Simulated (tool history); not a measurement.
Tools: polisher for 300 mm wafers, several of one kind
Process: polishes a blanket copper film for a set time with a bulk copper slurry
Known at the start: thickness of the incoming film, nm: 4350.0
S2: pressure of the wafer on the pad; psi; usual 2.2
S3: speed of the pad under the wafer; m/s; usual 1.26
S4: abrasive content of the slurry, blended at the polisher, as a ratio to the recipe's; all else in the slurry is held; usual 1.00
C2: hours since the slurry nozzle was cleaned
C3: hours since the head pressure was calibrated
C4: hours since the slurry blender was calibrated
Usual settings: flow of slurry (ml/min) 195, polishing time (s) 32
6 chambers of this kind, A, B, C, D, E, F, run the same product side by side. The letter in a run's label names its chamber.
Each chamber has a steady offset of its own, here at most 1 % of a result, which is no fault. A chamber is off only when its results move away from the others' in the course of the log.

{"hour": 3.1, "done": "chamber D: slurry blender recalibrated"}
{"run": "1A", "hour": 9.0, "flow of slurry (ml/min)": 195, "S2": 2.2, "S3": 1.26, "S4": 1.0, "polishing time (s)": 32, "wafers polished on this pad": 241, "C2": 446.4, "C3": 559.6, "C4": 15.3, "film removed (Å)": 3236.1}
{"hour": 14.6, "done": "chamber C: worn pad replaced by a new one"}
{"run": "2C", "hour": 18.7, "flow of slurry (ml/min)": 195, "S2": 2.2, "S3": 1.26, "S4": 1.0, "polishing time (s)": 32, "wafers polished on this pad": 63, "C2": 226.2, "C3": 584.4, "C4": 322.6, "film removed (Å)": 3252.9}
{"run": "3E", "hour": 28.0, "flow of slurry (ml/min)": 195, "S2": 2.2, "S3": 1.26, "S4": 1.0, "polishing time (s)": 32, "wafers polished on this pad": 1047, "C2": 296.9, "C3": 487.6, "C4": 178.3, "film removed (Å)": 3192.5}
{"hour": 32.8, "done": "chamber E: slurry nozzle cleaned"}
{"run": "4D", "hour": 38.1, "flow of slurry (ml/min)": 195, "S2": 2.2, "S3": 1.26, "S4": 1.0, "polishing time (s)": 32, "wafers polished on this pad": 731, "C2": 66.5, "C3": 39.9, "C4": 35.1, "film removed (Å)": 3274.0}
{"hour": 43.7, "done": "chamber F: worn pad replaced by a new one"}
{"run": "5B", "hour": 46.4, "flow of slurry (ml/min)": 195, "S2": 2.2, "S3": 1.26, "S4": 1.0, "polishing time (s)": 32, "wafers polished on this pad": 1029, "C2": 152.8, "C3": 264.2, "C4": 443.0, "film removed (Å)": 3186.5}
{"hour": 53.9, "done": "chamber E: worn pad replaced by a new one"}
{"run": "6F", "hour": 60.4, "flow of slurry (ml/min)": 195, "S2": 2.2, "S3": 1.26, "S4": 1.0, "polishing time (s)": 32, "wafers polished on this pad": 254, "C2": 510.3, "C3": 289.3, "C4": 347.8, "film removed (Å)": 3155.8}
{"hour": 60.7, "done": "chamber B: slurry blender recalibrated"}
{"run": "7B", "hour": 69.6, "flow of slurry (ml/min)": 195, "S2": 2.2, "S3": 1.44, "S4": 1.0, "polishing time (s)": 32, "wafers polished on this pad": 1382, "C2": 176.0, "C3": 287.4, "C4": 9.0, "film removed (Å)": 3680.8}
{"hour": 74.1, "done": "chamber E: slurry blender recalibrated"}
{"hour": 78.9, "done": "chamber B: worn pad replaced by a new one"}
{"hour": 79.9, "done": "chamber F: slurry nozzle cleaned"}
{"hour": 81.4, "done": "chamber A: worn pad replaced by a new one"}
{"run": "8F", "hour": 82.4, "flow of slurry (ml/min)": 195, "S2": 2.2, "S3": 1.44, "S4": 1.0, "polishing time (s)": 32, "wafers polished on this pad": 589, "C2": 2.6, "C3": 311.3, "C4": 369.8, "film removed (Å)": 3635.7}
{"hour": 88.5, "done": "chamber D: worn pad replaced by a new one"}
{"hour": 91.2, "done": "chamber C: worn pad replaced by a new one"}
{"run": "9E", "hour": 92.0, "flow of slurry (ml/min)": 195, "S2": 2.2, "S3": 1.44, "S4": 1.0, "polishing time (s)": 32, "wafers polished on this pad": 580, "C2": 59.2, "C3": 551.6, "C4": 18.0, "film removed (Å)": 3711.6}
{"run": "10C", "hour": 102.1, "flow of slurry (ml/min)": 195, "S2": 2.2, "S3": 1.44, "S4": 1.0, "polishing time (s)": 32, "wafers polished on this pad": 166, "C2": 309.6, "C3": 667.8, "C4": 406.0, "film removed (Å)": 3677.3}
{"hour": 102.5, "done": "chamber F: slurry blender recalibrated"}
{"run": "11A", "hour": 112.8, "flow of slurry (ml/min)": 195, "S2": 2.2, "S3": 1.44, "S4": 1.0, "polishing time (s)": 32, "wafers polished on this pad": 479, "C2": 550.2, "C3": 663.4, "C4": 119.1, "film removed (Å)": 3710.3}
{"hour": 113.4, "done": "chamber A: slurry nozzle cleaned"}
{"run": "12D", "hour": 127.0, "flow of slurry (ml/min)": 195, "S2": 2.2, "S3": 1.44, "S4": 1.0, "polishing time (s)": 32, "wafers polished on this pad": 586, "C2": 155.4, "C3": 128.8, "C4": 124.0, "film removed (Å)": 3689.8}
{"hour": 131.6, "done": "chamber A: slurry blender recalibrated"}
{"hour": 137.1, "done": "chamber F: worn pad replaced by a new one"}
{"run": "13A", "hour": 140.6, "flow of slurry (ml/min)": 195, "S2": 2.8, "S3": 1.1, "S4": 1.0, "polishing time (s)": 32, "wafers polished on this pad": 902, "C2": 27.3, "C3": 691.2, "C4": 9.0, "film removed (Å)": 3563.2}
{"hour": 151.3, "done": "chamber B: slurry nozzle cleaned"}
{"hour": 152.4, "done": "chamber E: worn pad replaced by a new one"}
{"run": "14F", "hour": 152.8, "flow of slurry (ml/min)": 195, "S2": 2.8, "S3": 1.1, "S4": 1.0, "polishing time (s)": 32, "wafers polished on this pad": 240, "C2": 73.0, "C3": 381.7, "C4": 50.3, "film removed (Å)": 3434.7}
{"hour": 155.8, "done": "chamber D: slurry blender recalibrated"}
{"run": "15D", "hour": 162.6, "flow of slurry (ml/min)": 195, "S2": 2.8, "S3": 1.1, "S4": 1.0, "polishing time (s)": 32, "wafers polished on this pad": 1128, "C2": 191.0, "C3": 164.4, "C4": 6.8, "film removed (Å)": 3579.2}
{"hour": 174.2, "done": "chamber D: worn pad replaced by a new one"}
{"run": "16B", "hour": 175.5, "flow of slurry (ml/min)": 195, "S2": 2.8, "S3": 1.1, "S4": 1.0, "polishing time (s)": 32, "wafers polished on this pad": 1471, "C2": 24.3, "C3": 393.3, "C4": 114.9, "film removed (Å)": 3582.2}
{"hour": 177.1, "done": "chamber B: worn pad replaced by a new one"}
{"hour": 177.2, "done": "chamber A: worn pad replaced by a new one"}
{"hour": 178.6, "done": "chamber C: worn pad replaced by a new one"}
{"run": "17C", "hour": 186.4, "flow of slurry (ml/min)": 195, "S2": 2.8, "S3": 1.1, "S4": 1.0, "polishing time (s)": 32, "wafers polished on this pad": 118, "C2": 393.9, "C3": 752.1, "C4": 490.3, "film removed (Å)": 3636.0}
{"run": "18E", "hour": 197.4, "flow of slurry (ml/min)": 195, "S2": 2.8, "S3": 1.1, "S4": 1.0, "polishing time (s)": 32, "wafers polished on this pad": 685, "C2": 164.6, "C3": 657.0, "C4": 123.4, "film removed (Å)": 3491.0}
{"run": "19A", "hour": 206.0, "flow of slurry (ml/min)": 195, "S2": 2.2, "S3": 1.26, "S4": 1.0, "polishing time (s)": 32, "wafers polished on this pad": 439, "C2": 92.7, "C3": 756.6, "C4": 74.4, "film removed (Å)": 3183.8}
{"hour": 206.3, "done": "chamber C: slurry blender recalibrated"}
{"hour": 212.4, "done": "chamber A: head pressure recalibrated"}
{"hour": 221.2, "done": "chamber F: worn pad replaced by a new one"}
{"run": "20D", "hour": 221.4, "flow of slurry (ml/min)": 195, "S2": 2.2, "S3": 1.26, "S4": 1.0, "polishing time (s)": 32, "wafers polished on this pad": 719, "C2": 249.8, "C3": 223.2, "C4": 65.6, "film removed (Å)": 3155.0}
{"run": "21B", "hour": 230.3, "flow of slurry (ml/min)": 195, "S2": 2.2, "S3": 1.26, "S4": 1.0, "polishing time (s)": 32, "wafers polished on this pad": 811, "C2": 79.1, "C3": 448.1, "C4": 169.7, "film removed (Å)": 3191.0}
{"run": "22F", "hour": 245.2, "flow of slurry (ml/min)": 195, "S2": 2.2, "S3": 1.26, "S4": 1.0, "polishing time (s)": 32, "wafers polished on this pad": 366, "C2": 165.4, "C3": 474.1, "C4": 142.7, "film removed (Å)": 3190.0}
{"hour": 249.6, "done": "chamber E: worn pad replaced by a new one"}
{"hour": 253.6, "done": "chamber A: worn pad replaced by a new one"}
{"run": "23E", "hour": 256.2, "flow of slurry (ml/min)": 195, "S2": 2.2, "S3": 1.26, "S4": 1.0, "polishing time (s)": 32, "wafers polished on this pad": 100, "C2": 223.4, "C3": 715.8, "C4": 182.2, "film removed (Å)": 3120.8}
{"hour": 259.0, "done": "chamber C: worn pad replaced by a new one"}
{"hour": 263.1, "done": "chamber B: worn pad replaced by a new one"}
{"run": "24C", "hour": 265.7, "flow of slurry (ml/min)": 195, "S2": 2.2, "S3": 1.26, "S4": 1.0, "polishing time (s)": 32, "wafers polished on this pad": 102, "C2": 473.2, "C3": 831.4, "C4": 59.5, "film removed (Å)": 3182.2}
{"hour": 267.4, "done": "chamber A: slurry blender recalibrated"}
{"hour": 274.8, "done": "chamber D: worn pad replaced by a new one"}
{"run": "25B", "hour": 275.0, "flow of slurry (ml/min)": 195, "S2": 2.2, "S3": 1.26, "S4": 1.0, "polishing time (s)": 32, "wafers polished on this pad": 182, "C2": 123.8, "C3": 492.8, "C4": 214.4, "film removed (Å)": 3176.9}
{"hour": 276.7, "done": "chamber E: slurry nozzle cleaned"}
{"run": "26A", "hour": 289.6, "flow of slurry (ml/min)": 195, "S2": 2.2, "S3": 1.26, "S4": 1.0, "polishing time (s)": 32, "wafers polished on this pad": 548, "C2": 176.3, "C3": 77.2, "C4": 22.3, "film removed (Å)": 3447.4}
{"hour": 295.6, "done": "chamber E: slurry blender recalibrated"}
{"run": "27F", "hour": 296.3, "flow of slurry (ml/min)": 195, "S2": 2.2, "S3": 1.26, "S4": 1.25, "polishing time (s)": 32, "wafers polished on this pad": 1144, "C2": 216.5, "C3": 525.2, "C4": 193.8, "film removed (Å)": 3257.6}
{"hour": 302.8, "done": "chamber D: slurry blender recalibrated"}
{"run": "28E", "hour": 304.2, "flow of slurry (ml/min)": 195, "S2": 2.2, "S3": 1.26, "S4": 1.25, "polishing time (s)": 32, "wafers polished on this pad": 831, "C2": 27.5, "C3": 763.8, "C4": 8.6, "film removed (Å)": 3279.3}
{"run": "29C", "hour": 312.5, "flow of slurry (ml/min)": 195, "S2": 2.2, "S3": 1.26, "S4": 1.25, "polishing time (s)": 32, "wafers polished on this pad": 815, "C2": 520.0, "C3": 878.2, "C4": 106.3, "film removed (Å)": 3366.1}
{"hour": 318.4, "done": "chamber F: worn pad replaced by a new one"}
{"hour": 320.4, "done": "chamber E: head pressure recalibrated"}
{"run": "30D", "hour": 321.2, "flow of slurry (ml/min)": 195, "S2": 2.2, "S3": 1.26, "S4": 1.25, "polishing time (s)": 32, "wafers polished on this pad": 706, "C2": 349.6, "C3": 323.0, "C4": 18.5, "film removed (Å)": 3335.7}
{"hour": 324.3, "done": "chamber B: head pressure recalibrated"}
{"hour": 330.3, "done": "chamber E: worn pad replaced by a new one"}
{"hour": 331.1, "done": "chamber A: worn pad replaced by a new one"}
{"run": "31E", "hour": 333.8, "flow of slurry (ml/min)": 195, "S2": 2.2, "S3": 1.26, "S4": 1.25, "polishing time (s)": 32, "wafers polished on this pad": 53, "C2": 57.1, "C3": 13.4, "C4": 38.2, "film removed (Å)": 3364.7}
{"hour": 335.5, "done": "chamber C: worn pad replaced by a new one"}
{"run": "32B", "hour": 345.9, "flow of slurry (ml/min)": 195, "S2": 2.2, "S3": 1.26, "S4": 1.25, "polishing time (s)": 32, "wafers polished on this pad": 1261, "C2": 194.7, "C3": 21.6, "C4": 285.3, "film removed (Å)": 3349.9}
{"hour": 346.7, "done": "chamber B: worn pad replaced by a new one"}
{"run": "33F", "hour": 356.9, "flow of slurry (ml/min)": 195, "S2": 2.2, "S3": 1.26, "S4": 1.0, "polishing time (s)": 32, "wafers polished on this pad": 586, "C2": 277.1, "C3": 585.8, "C4": 254.4, "film removed (Å)": 3174.2}
{"run": "34C", "hour": 366.4, "flow of slurry (ml/min)": 195, "S2": 2.2, "S3": 1.26, "S4": 1.0, "polishing time (s)": 32, "wafers polished on this pad": 471, "C2": 573.9, "C3": 932.1, "C4": 160.2, "film removed (Å)": 3237.1}
{"hour": 369.6, "done": "chamber D: worn pad replaced by a new one"}
{"hour": 377.6, "done": "chamber B: slurry nozzle cleaned"}
{"run": "35A", "hour": 379.5, "flow of slurry (ml/min)": 195, "S2": 2.2, "S3": 1.26, "S4": 1.0, "polishing time (s)": 32, "wafers polished on this pad": 737, "C2": 266.2, "C3": 167.1, "C4": 112.2, "film removed (Å)": 3496.9}
{"run": "36D", "hour": 393.4, "flow of slurry (ml/min)": 155, "S2": 2.2, "S3": 1.44, "S4": 1.0, "polishing time (s)": 32, "wafers polished on this pad": 362, "C2": 421.8, "C3": 395.2, "C4": 90.7, "film removed (Å)": 3624.8}
{"run": "37F", "hour": 401.0, "flow of slurry (ml/min)": 155, "S2": 2.2, "S3": 1.44, "S4": 1.0, "polishing time (s)": 32, "wafers polished on this pad": 1257, "C2": 321.2, "C3": 629.9, "C4": 298.5, "film removed (Å)": 3530.3}
{"run": "38B", "hour": 411.4, "flow of slurry (ml/min)": 155, "S2": 2.2, "S3": 1.44, "S4": 1.0, "polishing time (s)": 32, "wafers polished on this pad": 985, "C2": 33.9, "C3": 87.1, "C4": 350.8, "film removed (Å)": 3487.4}
{"hour": 413.1, "done": "chamber E: worn pad replaced by a new one"}
{"hour": 416.2, "done": "chamber A: slurry blender recalibrated"}
{"run": "39D", "hour": 421.4, "flow of slurry (ml/min)": 155, "S2": 2.2, "S3": 1.44, "S4": 1.0, "polishing time (s)": 32, "wafers polished on this pad": 789, "C2": 449.8, "C3": 423.2, "C4": 118.7, "film removed (Å)": 3563.8}
{"hour": 431.2, "done": "chamber A: worn pad replaced by a new one"}
{"run": "40E", "hour": 435.9, "flow of slurry (ml/min)": 155, "S2": 2.2, "S3": 1.44, "S4": 1.0, "polishing time (s)": 32, "wafers polished on this pad": 348, "C2": 159.2, "C3": 115.5, "C4": 140.3, "film removed (Å)": 3516.0}
{"run": "41A", "hour": 446.4, "flow of slurry (ml/min)": 155, "S2": 2.2, "S3": 1.44, "S4": 1.0, "polishing time (s)": 32, "wafers polished on this pad": 232, "C2": 333.1, "C3": 234.0, "C4": 30.2, "film removed (Å)": 3815.9}

All 6 chambers run these settings next. Forecast each chamber's results:
{"run": "42A", "hour": 457.4, "flow of slurry (ml/min)": 195, "S2": 1.5, "S3": 1.26, "S4": 1.0, "polishing time (s)": 32, "film removed (Å)": "?"}
{"run": "42B", "hour": 457.4, "flow of slurry (ml/min)": 195, "S2": 1.5, "S3": 1.26, "S4": 1.0, "polishing time (s)": 32, "film removed (Å)": "?"}
{"run": "42C", "hour": 457.4, "flow of slurry (ml/min)": 195, "S2": 1.5, "S3": 1.26, "S4": 1.0, "polishing time (s)": 32, "film removed (Å)": "?"}
{"run": "42D", "hour": 457.4, "flow of slurry (ml/min)": 195, "S2": 1.5, "S3": 1.26, "S4": 1.0, "polishing time (s)": 32, "film removed (Å)": "?"}
{"run": "42E", "hour": 457.4, "flow of slurry (ml/min)": 195, "S2": 1.5, "S3": 1.26, "S4": 1.0, "polishing time (s)": 32, "film removed (Å)": "?"}
{"run": "42F", "hour": 457.4, "flow of slurry (ml/min)": 195, "S2": 1.5, "S3": 1.26, "S4": 1.0, "polishing time (s)": 32, "film removed (Å)": "?"}

run=42A film_removed_(Å)=2400.0
run=42B film_removed_(Å)=2151.3
run=42C film_removed_(Å)=2191.3
run=42D film_removed_(Å)=2202.4
run=42E film_removed_(Å)=2174.5
run=42F film_removed_(Å)=2184.9
